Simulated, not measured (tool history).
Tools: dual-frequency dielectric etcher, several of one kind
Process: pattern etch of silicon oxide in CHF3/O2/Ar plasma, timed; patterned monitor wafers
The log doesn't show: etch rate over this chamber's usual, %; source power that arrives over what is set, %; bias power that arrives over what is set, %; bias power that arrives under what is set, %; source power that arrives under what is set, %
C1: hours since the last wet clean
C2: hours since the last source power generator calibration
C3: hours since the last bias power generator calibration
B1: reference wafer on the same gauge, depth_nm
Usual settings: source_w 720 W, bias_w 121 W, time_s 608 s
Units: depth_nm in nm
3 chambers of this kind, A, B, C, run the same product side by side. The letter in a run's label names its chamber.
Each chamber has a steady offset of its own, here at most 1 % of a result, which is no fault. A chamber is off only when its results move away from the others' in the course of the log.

{"run": "1A", "hour": 6.0, "source_w": 720, "bias_w": 121, "time_s": 608, "C1": 246.3, "C2": 966.2, "C3": 563.2, "B1": 1059.8, "depth_nm": 1132}
{"run": "2C", "hour": 12.1, "source_w": 720, "bias_w": 121, "time_s": 608, "C1": 291.2, "C2": 2612.8, "C3": 1382.9, "B1": 1060.8, "depth_nm": 1130.1}
{"run": "3B", "hour": 17.1, "source_w": 720, "bias_w": 121, "time_s": 608, "C1": 79.6, "C2": 4383.3, "C3": 2481.3, "B1": 1060.1, "depth_nm": 1156.8}
{"run": "4B", "hour": 22.6, "source_w": 720, "bias_w": 121, "time_s": 608, "C1": 85.1, "C2": 4388.8, "C3": 2486.8, "B1": 1059.9, "depth_nm": 1149.3}
{"run": "5C", "hour": 26.5, "source_w": 880, "bias_w": 121, "time_s": 608, "C1": 305.6, "C2": 2627.2, "C3": 1397.3, "B1": 1058.7, "depth_nm": 1205.8}
{"run": "6A", "hour": 29.4, "source_w": 880, "bias_w": 121, "time_s": 608, "C1": 269.7, "C2": 989.6, "C3": 586.6, "B1": 1062, "depth_nm": 1242.3}
{"run": "7B", "hour": 33.9, "source_w": 880, "bias_w": 121, "time_s": 608, "C1": 96.4, "C2": 4400.1, "C3": 2498.1, "B1": 1060.2, "depth_nm": 1237.8}
{"run": "8C", "hour": 40.4, "source_w": 720, "bias_w": 121, "time_s": 608, "C1": 319.5, "C2": 2641.1, "C3": 1411.2, "B1": 1060.4, "depth_nm": 1133.7}
{"run": "9A", "hour": 43.8, "source_w": 720, "bias_w": 121, "time_s": 608, "C1": 284.1, "C2": 1004, "C3": 601, "B1": 1061.2, "depth_nm": 1144.4}
{"run": "10C", "hour": 48.1, "source_w": 720, "bias_w": 121, "time_s": 608, "C1": 327.2, "C2": 2648.8, "C3": 1418.9, "B1": 1058.6, "depth_nm": 1136.9}
{"run": "11A", "hour": 53.5, "source_w": 840, "bias_w": 103, "time_s": 608, "C1": 293.8, "C2": 1013.7, "C3": 610.7, "B1": 1060.5, "depth_nm": 1164}
{"run": "12B", "hour": 57.3, "source_w": 840, "bias_w": 103, "time_s": 608, "C1": 119.8, "C2": 4423.5, "C3": 2521.5, "B1": 1059.6, "depth_nm": 1150.1}
{"run": "13A", "hour": 60.2, "source_w": 840, "bias_w": 103, "time_s": 608, "C1": 300.5, "C2": 1020.4, "C3": 617.4, "B1": 1059, "depth_nm": 1160.1}
{"run": "14C", "hour": 63.5, "source_w": 720, "bias_w": 121, "time_s": 608, "C1": 342.6, "C2": 2664.2, "C3": 1434.3, "B1": 1060.4, "depth_nm": 1123.9}
{"run": "15B", "hour": 66.6, "source_w": 720, "bias_w": 121, "time_s": 608, "C1": 129.1, "C2": 4432.8, "C3": 2530.8, "B1": 1059.4, "depth_nm": 1134.8}
{"hour": 66.7, "done": "chamber A: wet clean of the chamber"}
{"run": "16A", "hour": 72.2, "source_w": 720, "bias_w": 121, "time_s": 608, "C1": 5.6, "C2": 1032.4, "C3": 629.4, "B1": 1058.2, "depth_nm": 1150.2}
{"run": "17B", "hour": 76.5, "source_w": 720, "bias_w": 121, "time_s": 608, "C1": 139, "C2": 4442.7, "C3": 2540.7, "B1": 1058, "depth_nm": 1138.9}
{"run": "18C", "hour": 80.8, "source_w": 720, "bias_w": 121, "time_s": 684.5, "C1": 359.9, "C2": 2681.5, "C3": 1451.6, "B1": 1062.4, "depth_nm": 1271.4}
{"run": "19C", "hour": 85.6, "source_w": 720, "bias_w": 121, "time_s": 684.5, "C1": 364.7, "C2": 2686.3, "C3": 1456.4, "B1": 1060, "depth_nm": 1271.4}
{"run": "20B", "hour": 91.8, "source_w": 720, "bias_w": 121, "time_s": 684.5, "C1": 154.3, "C2": 4458, "C3": 2556, "B1": 1058.4, "depth_nm": 1287.1}
{"run": "21A", "hour": 97.4, "source_w": 720, "bias_w": 121, "time_s": 608, "C1": 30.8, "C2": 1057.6, "C3": 654.6, "B1": 1059.3, "depth_nm": 1151.5}
{"run": "22A", "hour": 102.2, "source_w": 720, "bias_w": 121, "time_s": 608, "C1": 35.6, "C2": 1062.4, "C3": 659.4, "B1": 1059.5, "depth_nm": 1161.5}
{"run": "23C", "hour": 108.3, "source_w": 720, "bias_w": 121, "time_s": 608, "C1": 387.4, "C2": 2709, "C3": 1479.1, "B1": 1060.1, "depth_nm": 1121}
{"run": "24B", "hour": 112.1, "source_w": 720, "bias_w": 121, "time_s": 608, "C1": 174.6, "C2": 4478.3, "C3": 2576.3, "B1": 1059.4, "depth_nm": 1140.2}
{"run": "25A", "hour": 116.5, "source_w": 720, "bias_w": 121, "time_s": 608, "C1": 49.9, "C2": 1076.7, "C3": 673.7, "B1": 1058.9, "depth_nm": 1155.8}
{"run": "26C", "hour": 122.6, "source_w": 850, "bias_w": 121, "time_s": 542, "C1": 401.7, "C2": 2723.3, "C3": 1493.4, "B1": 1059.9, "depth_nm": 1071.6}
{"run": "27B", "hour": 129.1, "source_w": 850, "bias_w": 121, "time_s": 542, "C1": 191.6, "C2": 4495.3, "C3": 2593.3, "B1": 1059.2, "depth_nm": 1084.7}
{"run": "28A", "hour": 134.9, "source_w": 850, "bias_w": 121, "time_s": 542, "C1": 68.3, "C2": 1095.1, "C3": 692.1, "B1": 1060.2, "depth_nm": 1094.3}
{"run": "29C", "hour": 138.5, "source_w": 720, "bias_w": 121, "time_s": 608, "C1": 417.6, "C2": 2739.2, "C3": 1509.3, "B1": 1060.9, "depth_nm": 1132.7}
{"run": "30B", "hour": 144.6, "source_w": 720, "bias_w": 121, "time_s": 608, "C1": 207.1, "C2": 4510.8, "C3": 2608.8, "B1": 1058.9, "depth_nm": 1133.1}
{"run": "31B", "hour": 147.6, "source_w": 720, "bias_w": 121, "time_s": 608, "C1": 210.1, "C2": 4513.8, "C3": 2611.8, "B1": 1061.8, "depth_nm": 1127.3}
{"run": "32A", "hour": 152.6, "source_w": 860, "bias_w": 121, "time_s": 484.5, "C1": 86, "C2": 1112.8, "C3": 709.8, "B1": 1061.9, "depth_nm": 979.57}
{"run": "33C", "hour": 158.8, "source_w": 860, "bias_w": 121, "time_s": 484.5, "C1": 437.9, "C2": 2759.5, "C3": 1529.6, "B1": 1061.6, "depth_nm": 971.44}
{"run": "34A", "hour": 162.9, "source_w": 860, "bias_w": 121, "time_s": 484.5, "C1": 96.3, "C2": 1123.1, "C3": 720.1, "B1": 1058.8, "depth_nm": 979.55}
{"run": "35C", "hour": 166.2, "source_w": 720, "bias_w": 107, "time_s": 608, "C1": 445.3, "C2": 2766.9, "C3": 1537, "B1": 1060.4, "depth_nm": 1079.6}
{"run": "36B", "hour": 171.9, "source_w": 720, "bias_w": 107, "time_s": 608, "C1": 234.4, "C2": 4538.1, "C3": 2636.1, "B1": 1059.2, "depth_nm": 1085.7}
{"run": "37A", "hour": 175.1, "source_w": 720, "bias_w": 107, "time_s": 608, "C1": 108.5, "C2": 1135.3, "C3": 732.3, "B1": 1059.5, "depth_nm": 1113}
{"run": "38C", "hour": 180.6, "source_w": 810, "bias_w": 110, "time_s": 608, "C1": 459.7, "C2": 2781.3, "C3": 1551.4, "B1": 1060.5, "depth_nm": 1138.6}

What goes on in this fleet: one chamber off, a drifting gauge, or nothing beyond the chambers' own small offsets? Name the chamber and the cause, if any.

No chamber stands off beyond its own small offset, and the gauge holds steady.
